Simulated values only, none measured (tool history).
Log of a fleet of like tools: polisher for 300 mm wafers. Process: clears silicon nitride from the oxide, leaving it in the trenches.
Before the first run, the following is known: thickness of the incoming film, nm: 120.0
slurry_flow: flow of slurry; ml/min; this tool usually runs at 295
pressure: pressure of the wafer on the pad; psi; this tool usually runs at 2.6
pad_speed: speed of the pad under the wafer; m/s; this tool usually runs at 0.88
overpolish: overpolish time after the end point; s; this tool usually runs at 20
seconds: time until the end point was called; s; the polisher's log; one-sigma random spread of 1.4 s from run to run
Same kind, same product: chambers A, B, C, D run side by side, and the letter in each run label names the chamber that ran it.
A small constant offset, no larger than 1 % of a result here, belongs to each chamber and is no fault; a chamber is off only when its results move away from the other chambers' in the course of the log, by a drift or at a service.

run,day,slurry_flow,pressure,pad_speed,overpolish,seconds
# day 0.1: chamber B: worn pad replaced by a new one
1B,0.162,295,2.6,0.88,20,153.31
2D,0.317,295,2.6,0.88,20,152.63
3A,0.492,295,2.6,0.88,20,152.18
4C,0.696,295,2.6,0.88,20,150.53
5A,0.879,295,2.6,0.88,20,152.76
6B,1.125,295,2.6,0.88,20,150.48
7D,1.367,295,2.1,0.88,20,188.38
8C,1.562,295,2.1,0.88,20,188.06
9D,1.762,295,2.1,0.88,20,187.24
10A,1.938,295,2.1,0.88,20,183.48
11B,2.108,400,2.6,0.88,30,147.61
12C,2.358,400,2.6,0.88,30,146.5
# day 2.404: chamber C: worn pad replaced by a new one
13B,2.617,400,2.6,0.88,30,149.11
# day 2.75: chamber B: head pressure recalibrated
14A,2.75,400,2.6,0.88,30,146.85
15C,2.871,295,2.6,0.88,20,149.42
16D,3.054,295,2.6,0.88,20,155.92
17B,3.221,295,2.6,0.88,20,155.25
18D,3.488,295,2.6,0.88,20,158.17
19A,3.65,295,2.6,0.88,20,151.07
20C,3.871,295,2.6,0.88,20,150.54
21D,4.096,295,2.6,0.88,20,160.16
22A,4.346,235,2.6,0.88,20,155.04
23C,4.471,235,2.6,0.88,20,155.99
# day 4.638: chamber A: slurry nozzle cleaned
24B,4.725,235,2.6,0.88,20,156.18
25C,4.929,235,2.6,0.88,20,154.55
26B,5.162,255,2.6,0.88,20,153.31
27D,5.417,255,2.6,0.88,20,167.21
28A,5.567,255,2.6,0.88,20,153.51
# day 5.646: chamber B: worn pad replaced by a new one
# day 5.688: chamber C: head pressure recalibrated
29D,5.738,255,2.6,0.88,20,164.8
30B,5.912,295,2.6,0.88,20,155.46
31A,6.188,295,2.6,0.88,26,151.3
32C,6.383,295,2.6,0.88,26,150.82
33D,6.646,295,2.6,0.88,26,164.84
34A,6.904,295,2.6,0.88,26,152.5
35B,7.033,295,2.6,0.88,20,152.98
36C,7.246,295,2.6,0.88,20,152.46
37A,7.383,295,2.6,0.88,20,152.15
38C,7.629,295,2.6,0.88,20,150.93

All chambers now run identical settings, listed one chamber a line with results as question marks. What results will each chamber show?
39A,7.825,295,2.6,0.88,28,?
39B,7.825,295,2.6,0.88,28,?
39C,7.825,295,2.6,0.88,28,?
39D,7.825,295,2.6,0.88,28,?

run,seconds
39A,153.43
39B,152.38
39C,150.98
39D,171.23
